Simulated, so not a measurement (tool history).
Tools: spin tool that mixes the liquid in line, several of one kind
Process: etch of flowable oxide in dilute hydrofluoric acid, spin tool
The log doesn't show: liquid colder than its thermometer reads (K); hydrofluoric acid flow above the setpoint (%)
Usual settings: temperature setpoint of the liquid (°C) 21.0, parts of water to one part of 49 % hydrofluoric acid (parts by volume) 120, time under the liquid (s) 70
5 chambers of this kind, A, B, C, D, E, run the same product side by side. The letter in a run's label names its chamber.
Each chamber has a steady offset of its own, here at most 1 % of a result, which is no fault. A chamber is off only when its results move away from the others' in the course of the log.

| run | hour | temperature setpoint of the liquid (°C) | parts of water to one part of 49 % hydrofluoric acid (parts by volume) | time under the liquid (s) | hours since the thermometer was replaced | hours since the hydrofluoric acid flow meter was replaced | read-back film thickness of the flowable oxide reference wafer, read on the same gauge (nm) | thickness taken off the flowable oxide on a monitor wafer (Å) |
|---|---|---|---|---|---|---|---|---|
|  | 5.5 | chamber B: thermometer replaced |
| 1B | 6.2 | 21.0 | 120 | 70 | 0.7 | 474.9 | 130.00 | 128.980 |
| 2D | 10.8 | 21.0 | 120 | 70 | 713.6 | 954.1 | 130.02 | 129.530 |
| 3A | 17.3 | 21.0 | 120 | 70 | 254.3 | 827.6 | 129.98 | 129.310 |
| 4E | 23.1 | 21.0 | 120 | 70 | 101.1 | 429.1 | 130.00 | 128.230 |
| 5C | 26.9 | 21.0 | 120 | 70 | 548.1 | 1631.6 | 129.98 | 130.470 |
| 6E | 33.0 | 21.0 | 120 | 70 | 111.0 | 439.0 | 130.00 | 128.450 |
| 7C | 38.4 | 21.0 | 165 | 35 | 559.6 | 1643.1 | 130.01 | 44.913 |
| 8B | 47.1 | 21.0 | 165 | 35 | 41.6 | 515.8 | 129.99 | 44.846 |
| 9A | 53.7 | 21.0 | 165 | 35 | 290.7 | 864.0 | 130.00 | 44.435 |
| 10D | 59.6 | 21.0 | 165 | 35 | 762.4 | 1002.9 | 129.99 | 44.561 |
| 11D | 65.3 | 21.0 | 165 | 35 | 768.1 | 1008.6 | 130.00 | 44.433 |
| 12A | 71.3 | 21.0 | 120 | 70 | 308.3 | 881.6 | 130.01 | 129.500 |
| 13E | 77.5 | 21.0 | 120 | 50 | 155.5 | 483.5 | 129.97 | 91.601 |
| 14B | 85.4 | 21.0 | 120 | 50 | 79.9 | 554.1 | 129.98 | 92.245 |
| 15C | 90.2 | 21.0 | 120 | 50 | 611.4 | 1694.9 | 130.00 | 93.283 |
| 16A | 94.3 | 21.0 | 120 | 50 | 331.3 | 904.6 | 129.99 | 91.966 |
| 17E | 98.4 | 21.0 | 120 | 50 | 176.4 | 504.4 | 130.02 | 91.540 |
| 18D | 106.9 | 21.0 | 120 | 70 | 809.7 | 1050.2 | 129.96 | 128.190 |
| 19C | 113.4 | 25.5 | 65 | 70 | 634.6 | 1718.1 | 130.01 | 314.270 |
| 20B | 121.6 | 25.5 | 65 | 70 | 116.1 | 590.3 | 129.98 | 311.660 |
| 21B | 129.8 | 25.5 | 65 | 70 | 124.3 | 598.5 | 129.97 | 312.120 |
| 22D | 133.7 | 25.5 | 65 | 70 | 836.5 | 1077.0 | 130.00 | 306.370 |
| 23A | 140.5 | 25.5 | 65 | 70 | 377.5 | 950.8 | 130.02 | 307.590 |
| 24E | 146.5 | 21.0 | 120 | 70 | 224.5 | 552.5 | 129.98 | 127.950 |
| 25C | 151.7 | 21.0 | 120 | 70 | 672.9 | 1756.4 | 130.00 | 130.920 |
| 26E | 158.6 | 21.0 | 120 | 70 | 236.6 | 564.6 | 130.01 | 127.690 |
| 27C | 167.2 | 21.0 | 120 | 70 | 688.4 | 1771.9 | 130.03 | 130.400 |
| 28B | 171.1 | 21.0 | 120 | 95 | 165.6 | 639.8 | 130.02 | 177.550 |
| 29D | 176.8 | 21.0 | 120 | 95 | 879.6 | 1120.1 | 130.04 | 173.900 |
| 30A | 183.8 | 21.0 | 120 | 95 | 420.8 | 994.1 | 129.98 | 174.360 |
| 31B | 188.0 | 21.0 | 120 | 95 | 182.5 | 656.7 | 130.00 | 179.140 |
| 32C | 196.7 | 21.0 | 120 | 95 | 717.9 | 1801.4 | 129.99 | 177.530 |
| 33A | 201.7 | 21.0 | 120 | 70 | 438.7 | 1012.0 | 129.99 | 129.370 |
| 34D | 209.2 | 21.0 | 120 | 70 | 912.0 | 1152.5 | 129.98 | 129.110 |
| 35E | 213.7 | 21.0 | 120 | 70 | 291.7 | 619.7 | 129.96 | 128.200 |
| 36B | 217.9 | 18.5 | 120 | 30 | 212.4 | 686.6 | 130.00 | 51.532 |
| 37E | 225.9 | 18.5 | 120 | 30 | 303.9 | 631.9 | 130.01 | 49.711 |
| 38C | 234.4 | 18.5 | 120 | 30 | 755.6 | 1839.1 | 130.00 | 50.686 |
| 39D | 242.8 | 18.5 | 120 | 30 | 945.6 | 1186.1 | 130.00 | 50.219 |
| 40A | 249.5 | 18.5 | 120 | 30 | 486.5 | 1059.8 | 130.01 | 49.519 |
| 41C | 256.3 | 21.0 | 120 | 70 | 777.5 | 1861.0 | 130.00 | 129.770 |
| 42B | 262.1 | 21.0 | 120 | 70 | 256.6 | 730.8 | 129.99 | 134.860 |
| 43E | 267.6 | 21.0 | 120 | 70 | 345.6 | 673.6 | 130.01 | 128.070 |

Is one chamber off against the others, does the gauge drift, or is nothing wrong? If a chamber is off, say which, and what the likeliest cause is.

Chamber B drifts away from the others.
Cause: hydrofluoric acid flow above the setpoint (%) = 3.89.
The log may not tell that from: liquid hotter than its thermometer reads (K).

Here are 4 candidates for chamber B's next run, each the usual settings with a change, their results left as question marks. Which one brings its results back in line with what the others give on the usual settings?
In line means no further than this from the other chambers' mean on the usual settings: thickness taken off the flowable oxide on a monitor wafer (Å) 1.700
| 44B-1 | 273.9 | 21.0 | 120 | 75 |  |  |  | ? |
| 44B-2 | 273.9 | 21.0 | 115 | 70 |  |  |  | ? |
| 44B-3 | 273.9 | 21.0 | 120 | 65 |  |  |  | ? |
| 44B-4 | 273.9 | 20.0 | 120 | 70 |  |  |  | ? |

The other chambers' mean on the usual settings: thickness taken off the flowable oxide on a monitor wafer (Å) 129.200
| run | thickness taken off the flowable oxide on a monitor wafer (Å) |
|---|---|
| 44B-1 | 144.580 |
| 44B-2 | 141.650 |
| 44B-3 | 125.300 |
| 44B-4 | 129.480 |
44B-4 brings the chamber back in line.
